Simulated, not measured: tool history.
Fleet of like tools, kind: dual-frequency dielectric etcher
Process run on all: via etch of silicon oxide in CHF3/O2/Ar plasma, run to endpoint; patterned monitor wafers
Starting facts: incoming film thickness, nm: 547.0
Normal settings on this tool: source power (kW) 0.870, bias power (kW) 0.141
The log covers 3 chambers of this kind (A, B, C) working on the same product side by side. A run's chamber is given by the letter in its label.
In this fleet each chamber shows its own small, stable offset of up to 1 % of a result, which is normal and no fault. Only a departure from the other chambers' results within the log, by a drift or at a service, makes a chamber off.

run    day  source power (kW)  bias power (kW)  hours since the last wet clean  hours since the last source power generator calibration  hours since the last bias power generator calibration  endpoint time (s)
 1C  0.108              0.870            0.141                           100.3                                                    381.1                                                 3385.2             261.31
 2A  0.271              0.870            0.141                            92.0                                                   3403.0                                                 1649.5             260.07
 3B  0.367              0.870            0.141                            25.8                                                   2341.2                                                  955.4             256.89
 4A  0.529              0.870            0.141                            98.2                                                   3409.2                                                 1655.7             261.09
 5B  0.612              0.870            0.141                            31.7                                                   2347.1                                                  961.3             257.63
 6C  0.696              0.870            0.141                           114.4                                                    395.2                                                 3399.3             261.53
 7B  0.829              0.870            0.141                            36.9                                                   2352.3                                                  966.5             259.25
 8A  0.921              0.870            0.141                           107.6                                                   3418.6                                                 1665.1             260.53
 9C  1.004              1.070            0.162                           121.8                                                    402.6                                                 3406.7             229.87
10C  1.100              1.070            0.162                           124.1                                                    404.9                                                 3409.0             230.66
11A  1.275              1.070            0.162                           116.1                                                   3427.1                                                 1673.6             230.65
12B  1.371              0.870            0.141                            49.9                                                   2365.3                                                  979.5             258.39
13A  1.467              0.870            0.141                           120.7                                                   3431.7                                                 1678.2             260.06
14C  1.604              0.870            0.141                           136.2                                                    417.0                                                 3421.1             262.26
15B  1.788              1.000            0.112                            59.9                                                   2375.3                                                  989.5             258.65
16C  1.896              1.000            0.112                           143.2                                                    424.0                                                 3428.1             264.77
17B  2.062              1.000            0.112                            66.5                                                   2381.9                                                  996.1             258.87
18A  2.246              0.870            0.141                           139.4                                                   3450.4                                                 1696.9             259.58
19B  2.371              0.870            0.141                            73.9                                                   2389.3                                                 1003.5             255.81
20C  2.529              0.870            0.141                           158.4                                                    439.2                                                 3443.3             260.57
21A  2.633              0.870            0.141                           148.7                                                   3459.7                                                 1706.2             259.59
22A  2.733              0.870            0.141                           151.1                                                   3462.1                                                 1708.6             259.01
23B  2.908              0.870            0.141                            86.8                                                   2402.2                                                 1016.4             258.43

The same settings go to every chamber for the next run, one line per chamber below. Forecast the results for each:
24A  3.038              0.870            0.165                                                                                                                                                                  ?
24B  3.038              0.870            0.165                                                                                                                                                                  ?
24C  3.038              0.870            0.165                                                                                                                                                                  ?

run  endpoint time (s)
24A             247.45
24B             245.05
24C             248.75
